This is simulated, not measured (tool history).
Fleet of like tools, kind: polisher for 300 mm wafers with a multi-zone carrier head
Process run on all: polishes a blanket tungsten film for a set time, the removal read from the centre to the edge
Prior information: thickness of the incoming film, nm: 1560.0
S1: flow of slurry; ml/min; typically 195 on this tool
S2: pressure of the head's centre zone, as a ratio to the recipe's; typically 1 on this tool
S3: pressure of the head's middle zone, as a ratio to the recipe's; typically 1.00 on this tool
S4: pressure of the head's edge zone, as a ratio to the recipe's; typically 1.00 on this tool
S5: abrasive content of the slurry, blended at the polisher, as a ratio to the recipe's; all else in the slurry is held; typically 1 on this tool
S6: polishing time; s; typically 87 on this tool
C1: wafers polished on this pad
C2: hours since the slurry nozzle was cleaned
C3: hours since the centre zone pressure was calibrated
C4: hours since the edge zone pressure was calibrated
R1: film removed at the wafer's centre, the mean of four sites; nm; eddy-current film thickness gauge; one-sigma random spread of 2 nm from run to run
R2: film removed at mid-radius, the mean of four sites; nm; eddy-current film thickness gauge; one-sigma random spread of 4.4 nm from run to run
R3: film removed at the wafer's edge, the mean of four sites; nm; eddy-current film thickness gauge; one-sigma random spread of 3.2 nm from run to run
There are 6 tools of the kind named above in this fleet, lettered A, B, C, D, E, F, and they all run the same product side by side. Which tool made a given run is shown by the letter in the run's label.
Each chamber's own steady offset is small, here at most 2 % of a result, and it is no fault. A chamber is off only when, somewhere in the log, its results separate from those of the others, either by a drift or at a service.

run,day,S1,S2,S3,S4,S5,S6,C1,C2,C3,C4,R1,R2,R3
1D,0.350,195,1,1.00,1.00,1,87,897,905.4,707.8,567.9,301.56,303.28,301.21
# day 0.475: chamber D: slurry nozzle cleaned
2B,0.596,195,1,1.00,1.00,1,87,618,294.4,352.2,530.0,303.17,301.55,304.08
3F,0.771,195,1,1.00,1.00,1,87,592,453.8,97.7,581.9,303.35,303.50,299.65
# day 0.925: chamber A: slurry nozzle cleaned
4E,0.996,195,1,1.00,1.00,1,87,423,806.3,609.0,359.3,303.48,306.21,295.16
# day 1.142: chamber D: worn pad replaced by a new one
# day 1.250: chamber A: worn pad replaced by a new one
5A,1.367,195,1,1.00,1.00,1,87,34,10.7,344.5,212.0,304.05,307.30,308.16
# day 1.442: chamber F: worn pad replaced by a new one
# day 1.621: chamber E: worn pad replaced by a new one
6C,1.725,195,1,1.00,1.00,1,87,796,193.8,128.2,167.0,299.01,298.20,299.65
7C,1.946,195,1,1.00,1.00,1,87,861,199.1,133.5,172.3,295.98,299.66,303.46
8F,2.254,195,1,1.00,1.00,1,87,237,489.4,133.3,617.5,306.10,299.37,299.56
9D,2.588,195,1,1.00,1.00,1,87,421,50.8,761.5,621.6,302.50,301.89,301.97
# day 2.662: chamber B: worn pad replaced by a new one
10A,2.754,195,1,1.00,1.00,1,87,439,44.0,377.8,245.3,304.13,306.46,311.85
11E,3.133,195,1,0.92,1.05,1,87,442,857.6,660.3,410.6,301.32,277.12,302.87
12B,3.367,195,1,0.92,1.05,1,87,205,360.9,418.7,596.5,298.10,281.65,302.22
# day 3.379: chamber A: worn pad replaced by a new one
13C,3.633,195,1,0.92,1.05,1,87,1353,239.6,174.0,212.8,295.76,272.69,311.07
# day 3.817: chamber F: worn pad replaced by a new one
# day 4.004: chamber F: edge zone pressure recalibrated
14E,4.008,195,1,0.92,1.05,1,87,697,878.6,681.3,431.6,304.06,287.55,310.95
# day 4.112: chamber C: worn pad replaced by a new one
# day 4.212: chamber E: worn pad replaced by a new one
15B,4.300,195,1,0.92,1.05,1,87,477,383.3,441.1,618.9,302.98,277.42,309.37
16A,4.629,195,1,0.92,1.05,1,87,365,89.0,422.8,290.3,307.56,283.11,311.38
# day 4.862: chamber E: slurry nozzle cleaned
17D,4.921,195,1,1.00,1.00,1,87,1102,106.8,817.5,677.6,305.22,299.42,301.07
18F,5.238,195,1,1.00,1.00,1,87,415,561.0,204.9,29.7,303.39,305.84,308.20
19E,5.529,195,1,1.00,1.00,1,87,385,16.0,717.8,468.1,302.19,302.26,305.18
# day 5.750: chamber A: worn pad replaced by a new one
# day 5.767: chamber E: centre zone pressure recalibrated
# day 5.783: chamber D: worn pad replaced by a new one
20D,5.800,195,1,1.00,1.00,1,87,5,127.9,838.6,698.7,302.21,302.36,304.33
21B,6.088,195,1,1.00,1.00,1,87,998,426.2,484.0,661.8,302.96,297.85,302.56
# day 6.271: chamber E: worn pad replaced by a new one
22C,6.338,195,1,1.00,1.00,1,87,649,304.5,238.9,277.7,296.89,298.04,300.01
# day 6.362: chamber B: worn pad replaced by a new one
# day 6.458: chamber F: worn pad replaced by a new one
23A,6.533,240,1,1.00,1.00,1,108,228,134.7,468.5,336.0,393.39,390.21,387.58
24F,6.733,240,1,1.00,1.00,1,108,80,596.9,240.8,65.6,386.98,381.73,376.31
25A,6.912,240,1,1.00,1.00,1,108,339,143.8,477.6,345.1,390.19,389.91,380.42
26C,7.217,240,1,1.00,1.00,1,108,905,325.6,260.0,298.8,379.97,381.16,381.44
27E,7.542,240,1,1.00,1.00,1,108,371,64.3,42.6,516.4,394.13,387.73,382.57
28F,7.829,240,1,1.00,1.00,1,108,400,623.2,267.1,91.9,384.38,387.08,386.18
# day 7.838: chamber A: worn pad replaced by a new one
# day 7.842: chamber A: edge zone pressure recalibrated
29D,8.004,195,1,1.00,1.00,1,87,647,180.8,891.5,751.6,307.12,303.17,294.29
30B,8.383,195,1,1.00,1.00,1,87,589,481.3,539.1,716.9,298.35,296.41,296.28
# day 8.396: chamber C: worn pad replaced by a new one
31E,8.571,195,1,1.00,1.00,1,87,671,89.0,67.3,541.1,299.55,305.56,302.49
# day 8.817: chamber F: worn pad replaced by a new one
# day 8.850: chamber E: worn pad replaced by a new one
32B,8.938,195,1,1.00,1.00,1,87,751,494.6,552.4,730.2,299.87,288.00,301.38
33C,9.300,195,1,1.00,1.00,1,87,264,375.6,310.0,348.8,299.05,302.34,302.20
34A,9.521,195,1,1.00,1.00,1,87,491,206.4,540.2,40.3,303.79,298.98,306.35
# day 9.762: chamber D: worn pad replaced by a new one
35D,9.892,195,1,1.00,1.00,1,87,38,226.1,936.8,796.9,304.14,294.83,300.47
36F,10.146,230,1,1.00,1.00,1,87,388,678.8,322.7,147.5,310.13,303.05,307.60
# day 10.225: chamber B: edge zone pressure recalibrated
# day 10.396: chamber B: worn pad replaced by a new one
# day 10.425: chamber A: worn pad replaced by a new one
37C,10.462,230,1,1.00,1.00,1,87,603,403.5,337.9,376.7,303.37,298.02,309.69
38B,10.746,230,1,1.00,1.00,1,87,102,538.0,595.8,12.6,306.23,297.45,302.25
# day 10.829: chamber E: worn pad replaced by a new one
39E,10.938,230,1,1.00,1.00,1,87,32,145.8,124.1,597.9,311.49,300.68,302.61
40D,11.304,230,1,1.00,1.00,1,87,450,260.0,970.7,830.8,313.46,312.09,303.55
41A,11.512,230,1,1.00,1.00,1,87,317,254.2,588.0,88.1,314.13,313.21,311.27

One chamber off, gauge drift, or nothing amiss beyond the chambers' own small offsets? If it is a chamber, which one, and what is the likeliest cause?

Beyond each chamber's small constant offset nothing stands out, and the gauge stays steady.

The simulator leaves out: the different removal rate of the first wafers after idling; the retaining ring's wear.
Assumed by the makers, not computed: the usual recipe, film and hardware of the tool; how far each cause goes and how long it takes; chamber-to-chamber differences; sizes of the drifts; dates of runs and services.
